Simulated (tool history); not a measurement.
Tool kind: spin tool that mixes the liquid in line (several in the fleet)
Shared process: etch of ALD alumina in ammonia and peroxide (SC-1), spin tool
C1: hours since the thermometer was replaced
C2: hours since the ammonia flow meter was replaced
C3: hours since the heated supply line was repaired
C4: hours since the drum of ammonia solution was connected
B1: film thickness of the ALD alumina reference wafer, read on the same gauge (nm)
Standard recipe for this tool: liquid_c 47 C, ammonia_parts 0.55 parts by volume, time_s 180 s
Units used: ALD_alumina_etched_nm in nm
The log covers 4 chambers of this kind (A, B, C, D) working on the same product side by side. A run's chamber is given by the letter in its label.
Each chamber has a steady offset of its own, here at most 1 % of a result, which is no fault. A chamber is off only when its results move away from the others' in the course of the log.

{"run": "1D", "hour": 3.5, "liquid_c": 47, "ammonia_parts": 0.55, "time_s": 180, "C1": 437.1, "C2": 634, "C3": 1326, "C4": 543.5, "B1": 150.01, "ALD_alumina_etched_nm": 5.421}
{"run": "2A", "hour": 8.5, "liquid_c": 47, "ammonia_parts": 0.55, "time_s": 180, "C1": 2517, "C2": 178.6, "C3": 1069.8, "C4": 62.6, "B1": 150.01, "ALD_alumina_etched_nm": 5.2493}
{"run": "3B", "hour": 11.5, "liquid_c": 47, "ammonia_parts": 0.55, "time_s": 180, "C1": 1085.2, "C2": 1342, "C3": 317.9, "C4": 598.6, "B1": 149.98, "ALD_alumina_etched_nm": 5.323}
{"run": "4C", "hour": 18.1, "liquid_c": 47, "ammonia_parts": 0.55, "time_s": 180, "C1": 384.5, "C2": 104.8, "C3": 2127.6, "C4": 753, "B1": 150.02, "ALD_alumina_etched_nm": 5.3882}
{"hour": 18.9, "done": "chamber D: ammonia flow meter replaced"}
{"run": "5C", "hour": 22.0, "liquid_c": 47, "ammonia_parts": 0.55, "time_s": 180, "C1": 388.4, "C2": 108.7, "C3": 2131.5, "C4": 756.9, "B1": 149.99, "ALD_alumina_etched_nm": 5.2438}
{"run": "6D", "hour": 25.4, "liquid_c": 47, "ammonia_parts": 0.55, "time_s": 180, "C1": 459, "C2": 6.6, "C3": 1347.9, "C4": 565.4, "B1": 150.02, "ALD_alumina_etched_nm": 5.3428}
{"run": "7A", "hour": 28.8, "liquid_c": 47, "ammonia_parts": 0.55, "time_s": 180, "C1": 2537.3, "C2": 198.9, "C3": 1090.1, "C4": 82.9, "B1": 149.99, "ALD_alumina_etched_nm": 5.2401}
{"run": "8B", "hour": 33.7, "liquid_c": 47, "ammonia_parts": 0.55, "time_s": 180, "C1": 1107.4, "C2": 1364.2, "C3": 340.1, "C4": 620.8, "B1": 150, "ALD_alumina_etched_nm": 5.3342}
{"run": "9B", "hour": 36.7, "liquid_c": 47, "ammonia_parts": 0.55, "time_s": 180, "C1": 1110.4, "C2": 1367.2, "C3": 343.1, "C4": 623.8, "B1": 150.01, "ALD_alumina_etched_nm": 5.2981}
{"run": "10D", "hour": 43.2, "liquid_c": 47, "ammonia_parts": 0.55, "time_s": 110, "C1": 476.8, "C2": 24.4, "C3": 1365.7, "C4": 583.2, "B1": 150, "ALD_alumina_etched_nm": 3.3155}
{"hour": 47.8, "done": "chamber A: thermometer replaced"}
{"hour": 49.7, "done": "chamber B: new drum of ammonia solution connected"}
{"run": "11C", "hour": 49.9, "liquid_c": 47, "ammonia_parts": 0.55, "time_s": 110, "C1": 416.3, "C2": 136.6, "C3": 2159.4, "C4": 784.8, "B1": 150.01, "ALD_alumina_etched_nm": 3.2317}
{"run": "12A", "hour": 53.6, "liquid_c": 47, "ammonia_parts": 0.55, "time_s": 110, "C1": 5.9, "C2": 223.7, "C3": 1114.9, "C4": 107.7, "B1": 150.02, "ALD_alumina_etched_nm": 3.0927}
{"run": "13D", "hour": 58.8, "liquid_c": 47, "ammonia_parts": 0.55, "time_s": 110, "C1": 492.4, "C2": 40, "C3": 1381.3, "C4": 598.8, "B1": 149.99, "ALD_alumina_etched_nm": 3.2933}
{"run": "14C", "hour": 65.1, "liquid_c": 47, "ammonia_parts": 0.55, "time_s": 180, "C1": 431.5, "C2": 151.8, "C3": 2174.6, "C4": 800, "B1": 150.02, "ALD_alumina_etched_nm": 5.3097}
{"hour": 70.2, "done": "chamber D: new drum of ammonia solution connected"}
{"run": "15A", "hour": 71.4, "liquid_c": 47, "ammonia_parts": 0.55, "time_s": 180, "C1": 23.7, "C2": 241.5, "C3": 1132.7, "C4": 125.5, "B1": 150, "ALD_alumina_etched_nm": 4.9682}
{"run": "16B", "hour": 77.5, "liquid_c": 47, "ammonia_parts": 0.55, "time_s": 180, "C1": 1151.2, "C2": 1408, "C3": 383.9, "C4": 27.8, "B1": 150.01, "ALD_alumina_etched_nm": 5.332}
{"run": "17C", "hour": 83.8, "liquid_c": 47, "ammonia_parts": 0.3, "time_s": 85, "C1": 450.2, "C2": 170.5, "C3": 2193.3, "C4": 818.7, "B1": 150, "ALD_alumina_etched_nm": 2.4036}
{"run": "18D", "hour": 87.6, "liquid_c": 47, "ammonia_parts": 0.3, "time_s": 85, "C1": 521.2, "C2": 68.8, "C3": 1410.1, "C4": 17.4, "B1": 150.01, "ALD_alumina_etched_nm": 2.4273}
{"run": "19B", "hour": 94.0, "liquid_c": 47, "ammonia_parts": 0.3, "time_s": 85, "C1": 1167.7, "C2": 1424.5, "C3": 400.4, "C4": 44.3, "B1": 149.99, "ALD_alumina_etched_nm": 2.3425}
{"run": "20A", "hour": 97.0, "liquid_c": 47, "ammonia_parts": 0.3, "time_s": 85, "C1": 49.3, "C2": 267.1, "C3": 1158.3, "C4": 151.1, "B1": 149.98, "ALD_alumina_etched_nm": 2.2105}
{"run": "21A", "hour": 101.5, "liquid_c": 47, "ammonia_parts": 0.55, "time_s": 180, "C1": 53.8, "C2": 271.6, "C3": 1162.8, "C4": 155.6, "B1": 150, "ALD_alumina_etched_nm": 4.8468}
{"run": "22C", "hour": 107.3, "liquid_c": 40.5, "ammonia_parts": 0.55, "time_s": 180, "C1": 473.7, "C2": 194, "C3": 2216.8, "C4": 842.2, "B1": 149.99, "ALD_alumina_etched_nm": 3.7267}
{"run": "23D", "hour": 110.6, "liquid_c": 40.5, "ammonia_parts": 0.55, "time_s": 180, "C1": 544.2, "C2": 91.8, "C3": 1433.1, "C4": 40.4, "B1": 150, "ALD_alumina_etched_nm": 3.685}
{"run": "24B", "hour": 116.7, "liquid_c": 40.5, "ammonia_parts": 0.55, "time_s": 180, "C1": 1190.4, "C2": 1447.2, "C3": 423.1, "C4": 67, "B1": 150.02, "ALD_alumina_etched_nm": 3.619}

Which is it: a chamber that has drifted or been left off by a service, a gauge drift common to all chambers, or only each chamber's usual small offset? If a chamber is off, name it and its likeliest cause.

Little by little, chamber A moves away from the other chambers.
What lies behind it: temperature lost on the way to the wafer (K) = 1.72.

Here are 4 candidates for chamber A's next run, each the usual settings with a change, their results left as question marks. Which one brings its results back in line with what the others give on the usual settings?
In-line tolerance around the mean of the other chambers on the usual settings: ALD_alumina_etched_nm 0.18 nm
{"run": "25A-1", "hour": 121.5, "liquid_c": 46, "ammonia_parts": 0.55, "time_s": 170, "ALD_alumina_etched_nm": "?"}
{"run": "25A-2", "hour": 121.5, "liquid_c": 47, "ammonia_parts": 0.55, "time_s": 225, "ALD_alumina_etched_nm": "?"}
{"run": "25A-3", "hour": 121.5, "liquid_c": 45, "ammonia_parts": 0.55, "time_s": 160, "ALD_alumina_etched_nm": "?"}
{"run": "25A-4", "hour": 121.5, "liquid_c": 48, "ammonia_parts": 0.55, "time_s": 190, "ALD_alumina_etched_nm": "?"}

Other chambers, usual settings, mean: ALD_alumina_etched_nm 5.3292 nm
run=25A-1 ALD_alumina_etched_nm=4.2711
run=25A-2 ALD_alumina_etched_nm=5.9881
run=25A-3 ALD_alumina_etched_nm=3.7912
run=25A-4 ALD_alumina_etched_nm=5.3572
The right change is 25A-4: it brings the chamber back within the allowed miss of the others.

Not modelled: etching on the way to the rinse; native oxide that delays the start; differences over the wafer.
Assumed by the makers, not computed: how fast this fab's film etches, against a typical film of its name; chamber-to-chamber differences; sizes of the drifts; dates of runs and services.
